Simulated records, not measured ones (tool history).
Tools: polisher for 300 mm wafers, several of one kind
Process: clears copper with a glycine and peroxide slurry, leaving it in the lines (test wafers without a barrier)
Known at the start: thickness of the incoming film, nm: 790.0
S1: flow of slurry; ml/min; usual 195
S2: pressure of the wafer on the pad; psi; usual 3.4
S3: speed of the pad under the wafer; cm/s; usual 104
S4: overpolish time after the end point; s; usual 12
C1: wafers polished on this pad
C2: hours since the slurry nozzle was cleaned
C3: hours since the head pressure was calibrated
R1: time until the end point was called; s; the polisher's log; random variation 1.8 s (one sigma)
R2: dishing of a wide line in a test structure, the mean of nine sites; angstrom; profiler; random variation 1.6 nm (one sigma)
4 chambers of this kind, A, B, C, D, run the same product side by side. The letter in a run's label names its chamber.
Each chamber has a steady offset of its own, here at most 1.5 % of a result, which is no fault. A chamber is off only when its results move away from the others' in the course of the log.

run,hour,S1,S2,S3,S4,C1,C2,C3,R1,R2
1B,8.0,195,3.4,104,12,1041,511.6,1067.1,101.910,628.15
# hour 16.5: chamber C: worn pad replaced by a new one
2D,17.3,195,3.4,104,12,534,95.8,124.2,104.610,648.43
# hour 23.0: chamber B: head pressure recalibrated
3C,25.1,195,3.4,104,12,88,324.7,219.7,101.870,604.09
4A,34.1,195,3.4,104,12,611,140.1,648.9,101.950,636.76
5C,46.2,195,3.4,104,12,304,345.8,240.8,98.610,605.46
6A,58.8,195,3.4,104,12,864,164.8,673.6,99.933,634.27
# hour 67.7: chamber D: worn pad replaced by a new one
7B,69.3,195,3.4,104,12,1669,572.9,46.4,102.860,605.08
# hour 69.6: chamber A: worn pad replaced by a new one
8D,77.6,195,3.4,104,12,101,156.1,184.5,103.130,636.53
9C,91.6,195,3.4,104,12,770,391.2,286.2,102.730,632.76
10B,99.9,195,3.4,104,12,1983,603.5,77.0,103.880,642.88
11D,107.5,195,3.4,104,12,408,186.0,214.4,102.970,628.01
# hour 113.1: chamber C: slurry nozzle cleaned
12A,119.3,195,3.4,104,12,510,225.3,734.1,102.310,616.70
# hour 121.3: chamber B: slurry nozzle cleaned
# hour 124.7: chamber A: slurry nozzle cleaned
13D,129.7,195,3.4,104,12,636,208.2,236.6,101.110,672.34
14B,138.6,195,3.4,104,12,2380,17.3,115.7,104.650,633.90
15C,149.7,195,3.4,104,12,1366,36.7,344.3,99.053,622.89
16A,157.6,195,3.4,104,12,903,33.0,772.4,103.690,644.83
# hour 163.1: chamber C: worn pad replaced by a new one
# hour 168.2: chamber A: worn pad replaced by a new one
17B,169.4,195,3.4,118,12,2696,48.1,146.5,95.340,668.37
# hour 173.3: chamber D: worn pad replaced by a new one
18D,181.1,195,3.4,118,12,80,259.6,288.0,91.643,667.49
19A,197.0,195,3.4,118,12,295,72.4,811.8,90.871,696.27
20C,206.7,195,3.4,118,12,448,93.7,401.3,90.652,724.85
21B,214.9,195,3.4,104,12,3163,93.6,192.0,104.610,603.21
# hour 217.2: chamber A: head pressure recalibrated
22C,227.8,195,3.4,104,12,664,114.8,422.4,102.510,635.17
23D,236.1,195,3.4,104,12,644,314.6,343.0,103.750,626.28
24A,247.4,195,2.7,104,8,812,122.8,30.3,124.890,364.75
# hour 255.2: chamber D: slurry nozzle cleaned
25B,261.8,195,2.7,104,8,3644,140.5,238.9,134.460,356.60
# hour 265.8: chamber D: worn pad replaced by a new one
# hour 270.8: chamber A: worn pad replaced by a new one
26A,274.9,195,2.7,104,8,42,150.3,57.8,120.550,362.97
27D,287.1,195,2.7,104,8,218,32.0,394.0,121.660,376.63
28C,297.1,195,3.4,104,12,1375,184.1,491.7,102.160,630.66
29C,308.9,195,3.4,104,12,1496,195.9,503.5,102.400,637.66
30A,319.4,195,3.4,104,12,499,194.8,102.3,99.440,653.13

Is one chamber off against the others, does the gauge drift, or is nothing wrong? If a chamber is off, say which, and what the likeliest cause is.

Chamber B drifts away from the others.
Cause: removal rate lost through wear of the pad, % = 9.58.
The log may not tell that from: head's pressure below its setpoint, %.

Here are 4 candidates for chamber B's next run, each the usual settings with a change, their results left as question marks. Which one brings its results back in line with what the others give on the usual settings?
In line means no further than this from the other chambers' mean on the usual settings: R1 6.200 s; R2 54.00 angstrom
31B-1,331.3,195,3.6,110,12,,,,?,?
31B-2,331.3,200,3.8,118,12,,,,?,?
31B-3,331.3,195,3.2,98,12,,,,?,?
31B-4,331.3,190,3.0,90,12,,,,?,?

The other chambers' mean on the usual settings: R1 101.590 s; R2 635.99 angstrom
run,R1,R2
31B-1,104.270,629.39
31B-2,93.198,692.33
31B-3,127.280,529.00
31B-4,144.630,472.59
31B-1 brings the chamber back in line.

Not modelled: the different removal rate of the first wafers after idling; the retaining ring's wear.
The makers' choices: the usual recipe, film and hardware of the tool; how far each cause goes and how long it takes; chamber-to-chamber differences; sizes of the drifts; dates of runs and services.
